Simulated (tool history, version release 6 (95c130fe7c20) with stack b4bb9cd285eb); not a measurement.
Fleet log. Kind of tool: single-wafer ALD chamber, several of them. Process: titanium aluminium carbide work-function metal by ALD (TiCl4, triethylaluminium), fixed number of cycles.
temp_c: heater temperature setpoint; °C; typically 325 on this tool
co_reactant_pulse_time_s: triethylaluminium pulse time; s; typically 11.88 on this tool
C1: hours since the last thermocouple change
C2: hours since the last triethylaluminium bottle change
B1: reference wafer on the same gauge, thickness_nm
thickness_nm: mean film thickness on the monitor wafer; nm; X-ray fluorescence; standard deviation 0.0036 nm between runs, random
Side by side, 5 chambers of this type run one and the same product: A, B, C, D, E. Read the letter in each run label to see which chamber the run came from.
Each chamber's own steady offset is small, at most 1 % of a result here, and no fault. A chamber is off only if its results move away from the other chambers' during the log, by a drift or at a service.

{"run": "1E", "hour": 5.1, "temp_c": 325, "co_reactant_pulse_time_s": 11.88, "C1": 1044.3, "C2": 711.4, "B1": 2.0489, "thickness_nm": 2.2429}
{"run": "2C", "hour": 16.6, "temp_c": 325, "co_reactant_pulse_time_s": 11.88, "C1": 2119.3, "C2": 554.5, "B1": 2.0491, "thickness_nm": 2.2351}
{"run": "3B", "hour": 24.1, "temp_c": 325, "co_reactant_pulse_time_s": 11.88, "C1": 388.8, "C2": 750.2, "B1": 2.0492, "thickness_nm": 2.2497}
{"run": "4A", "hour": 29.9, "temp_c": 325, "co_reactant_pulse_time_s": 11.88, "C1": 718.3, "C2": 1351.0, "B1": 2.0496, "thickness_nm": 2.2474}
{"hour": 37.9, "done": "chamber C: thermocouple changed; heater temperature recalibrated"}
{"run": "5D", "hour": 38.1, "temp_c": 325, "co_reactant_pulse_time_s": 11.88, "C1": 747.2, "C2": 585.4, "B1": 2.0488, "thickness_nm": 2.2514}
{"run": "6C", "hour": 49.6, "temp_c": 325, "co_reactant_pulse_time_s": 11.88, "C1": 11.7, "C2": 587.5, "B1": 2.0475, "thickness_nm": 2.2313}
{"run": "7B", "hour": 58.5, "temp_c": 316, "co_reactant_pulse_time_s": 11.88, "C1": 423.2, "C2": 784.6, "B1": 2.0479, "thickness_nm": 2.177}
{"run": "8D", "hour": 70.0, "temp_c": 316, "co_reactant_pulse_time_s": 11.88, "C1": 779.1, "C2": 617.3, "B1": 2.0476, "thickness_nm": 2.1707}
{"hour": 74.7, "done": "chamber D: triethylaluminium bottle replaced"}
{"run": "9E", "hour": 77.7, "temp_c": 316, "co_reactant_pulse_time_s": 11.88, "C1": 1116.9, "C2": 784.0, "B1": 2.047, "thickness_nm": 2.1534}
{"run": "10A", "hour": 86.3, "temp_c": 316, "co_reactant_pulse_time_s": 11.88, "C1": 774.7, "C2": 1407.4, "B1": 2.0469, "thickness_nm": 2.1559}
{"run": "11B", "hour": 91.7, "temp_c": 316, "co_reactant_pulse_time_s": 11.88, "C1": 456.4, "C2": 817.8, "B1": 2.0474, "thickness_nm": 2.1725}
{"run": "12E", "hour": 102.4, "temp_c": 325, "co_reactant_pulse_time_s": 11.88, "C1": 1141.6, "C2": 808.7, "B1": 2.0463, "thickness_nm": 2.2392}
{"run": "13C", "hour": 114.0, "temp_c": 325, "co_reactant_pulse_time_s": 11.88, "C1": 76.1, "C2": 651.9, "B1": 2.0455, "thickness_nm": 2.2276}
{"run": "14A", "hour": 119.2, "temp_c": 325, "co_reactant_pulse_time_s": 11.88, "C1": 807.6, "C2": 1440.3, "B1": 2.0456, "thickness_nm": 2.2461}
{"run": "15D", "hour": 126.6, "temp_c": 325, "co_reactant_pulse_time_s": 11.88, "C1": 835.7, "C2": 52.0, "B1": 2.0458, "thickness_nm": 2.2609}
{"run": "16B", "hour": 134.3, "temp_c": 325, "co_reactant_pulse_time_s": 11.88, "C1": 499.0, "C2": 860.4, "B1": 2.0452, "thickness_nm": 2.2448}
{"run": "17C", "hour": 141.1, "temp_c": 325, "co_reactant_pulse_time_s": 11.88, "C1": 103.2, "C2": 679.0, "B1": 2.0448, "thickness_nm": 2.2315}
{"hour": 145.5, "done": "chamber A: triethylaluminium bottle replaced"}
{"run": "18D", "hour": 148.7, "temp_c": 325, "co_reactant_pulse_time_s": 11.88, "C1": 857.8, "C2": 74.1, "B1": 2.0452, "thickness_nm": 2.2558}
{"run": "19E", "hour": 154.7, "temp_c": 325, "co_reactant_pulse_time_s": 11.88, "C1": 1193.9, "C2": 861.0, "B1": 2.0443, "thickness_nm": 2.2369}
{"hour": 162.1, "done": "chamber E: triethylaluminium bottle replaced"}
{"run": "20A", "hour": 163.7, "temp_c": 325, "co_reactant_pulse_time_s": 11.88, "C1": 852.1, "C2": 18.2, "B1": 2.0437, "thickness_nm": 2.2412}
{"run": "21B", "hour": 172.0, "temp_c": 325, "co_reactant_pulse_time_s": 11.88, "C1": 536.7, "C2": 898.1, "B1": 2.0441, "thickness_nm": 2.2549}
{"run": "22C", "hour": 179.9, "temp_c": 325, "co_reactant_pulse_time_s": 11.88, "C1": 142.0, "C2": 717.8, "B1": 2.0445, "thickness_nm": 2.2265}
{"hour": 187.4, "done": "chamber B: triethylaluminium bottle replaced"}
{"run": "23D", "hour": 189.6, "temp_c": 325, "co_reactant_pulse_time_s": 11.88, "C1": 898.7, "C2": 115.0, "B1": 2.0436, "thickness_nm": 2.2516}
{"run": "24A", "hour": 200.8, "temp_c": 325, "co_reactant_pulse_time_s": 11.88, "C1": 889.2, "C2": 55.3, "B1": 2.0428, "thickness_nm": 2.2418}
{"run": "25E", "hour": 207.4, "temp_c": 325, "co_reactant_pulse_time_s": 11.88, "C1": 1246.6, "C2": 45.4, "B1": 2.0425, "thickness_nm": 2.24}
{"run": "26E", "hour": 214.0, "temp_c": 325, "co_reactant_pulse_time_s": 11.88, "C1": 1253.2, "C2": 52.0, "B1": 2.0429, "thickness_nm": 2.2393}
{"run": "27A", "hour": 223.5, "temp_c": 325, "co_reactant_pulse_time_s": 11.88, "C1": 911.9, "C2": 78.0, "B1": 2.0418, "thickness_nm": 2.2382}
{"run": "28B", "hour": 233.4, "temp_c": 325, "co_reactant_pulse_time_s": 11.88, "C1": 598.1, "C2": 46.1, "B1": 2.0414, "thickness_nm": 2.2497}
{"run": "29C", "hour": 242.3, "temp_c": 325, "co_reactant_pulse_time_s": 11.88, "C1": 204.4, "C2": 780.2, "B1": 2.0417, "thickness_nm": 2.2233}
{"run": "30D", "hour": 253.4, "temp_c": 325, "co_reactant_pulse_time_s": 11.88, "C1": 962.5, "C2": 178.8, "B1": 2.0415, "thickness_nm": 2.2456}
{"run": "31C", "hour": 258.8, "temp_c": 325, "co_reactant_pulse_time_s": 11.88, "C1": 220.9, "C2": 796.7, "B1": 2.0396, "thickness_nm": 2.2208}
{"run": "32D", "hour": 268.3, "temp_c": 333, "co_reactant_pulse_time_s": 8.77, "C1": 977.4, "C2": 193.7, "B1": 2.0395, "thickness_nm": 2.2355}
{"run": "33B", "hour": 274.5, "temp_c": 333, "co_reactant_pulse_time_s": 8.77, "C1": 639.2, "C2": 87.2, "B1": 2.0414, "thickness_nm": 2.2394}
{"run": "34A", "hour": 285.4, "temp_c": 333, "co_reactant_pulse_time_s": 8.77, "C1": 973.8, "C2": 139.9, "B1": 2.0404, "thickness_nm": 2.2334}
{"run": "35E", "hour": 292.4, "temp_c": 333, "co_reactant_pulse_time_s": 8.77, "C1": 1331.6, "C2": 130.4, "B1": 2.0402, "thickness_nm": 2.223}
{"run": "36C", "hour": 301.8, "temp_c": 333, "co_reactant_pulse_time_s": 8.77, "C1": 263.9, "C2": 839.7, "B1": 2.0392, "thickness_nm": 2.22}
{"run": "37A", "hour": 310.4, "temp_c": 325, "co_reactant_pulse_time_s": 11.88, "C1": 998.8, "C2": 164.9, "B1": 2.0387, "thickness_nm": 2.2336}
{"run": "38E", "hour": 318.3, "temp_c": 325, "co_reactant_pulse_time_s": 14.18, "C1": 1357.5, "C2": 156.3, "B1": 2.0394, "thickness_nm": 2.2543}
{"run": "39B", "hour": 323.3, "temp_c": 325, "co_reactant_pulse_time_s": 14.18, "C1": 688.0, "C2": 136.0, "B1": 2.0379, "thickness_nm": 2.2667}
{"run": "40D", "hour": 330.2, "temp_c": 325, "co_reactant_pulse_time_s": 14.18, "C1": 1039.3, "C2": 255.6, "B1": 2.0378, "thickness_nm": 2.2672}
{"run": "41A", "hour": 337.1, "temp_c": 325, "co_reactant_pulse_time_s": 14.18, "C1": 1025.5, "C2": 191.6, "B1": 2.0384, "thickness_nm": 2.26}
{"run": "42B", "hour": 348.6, "temp_c": 325, "co_reactant_pulse_time_s": 14.18, "C1": 713.3, "C2": 161.3, "B1": 2.0375, "thickness_nm": 2.2686}
{"run": "43C", "hour": 357.4, "temp_c": 331, "co_reactant_pulse_time_s": 7.9, "C1": 319.5, "C2": 895.3, "B1": 2.0375, "thickness_nm": 2.1605}
{"run": "44E", "hour": 368.0, "temp_c": 331, "co_reactant_pulse_time_s": 7.9, "C1": 1407.2, "C2": 206.0, "B1": 2.0368, "thickness_nm": 2.1715}

The same settings go to every chamber for the next run, one line per chamber below. Forecast the results for each:
{"run": "45A", "hour": 376.2, "temp_c": 325, "co_reactant_pulse_time_s": 11.88, "thickness_nm": "?"}
{"run": "45B", "hour": 376.2, "temp_c": 325, "co_reactant_pulse_time_s": 11.88, "thickness_nm": "?"}
{"run": "45C", "hour": 376.2, "temp_c": 325, "co_reactant_pulse_time_s": 11.88, "thickness_nm": "?"}
{"run": "45D", "hour": 376.2, "temp_c": 325, "co_reactant_pulse_time_s": 11.88, "thickness_nm": "?"}
{"run": "45E", "hour": 376.2, "temp_c": 325, "co_reactant_pulse_time_s": 11.88, "thickness_nm": "?"}

run=45A thickness_nm=2.2341
run=45B thickness_nm=2.2396
run=45C thickness_nm=2.2166
run=45D thickness_nm=2.2459
run=45E thickness_nm=2.2301
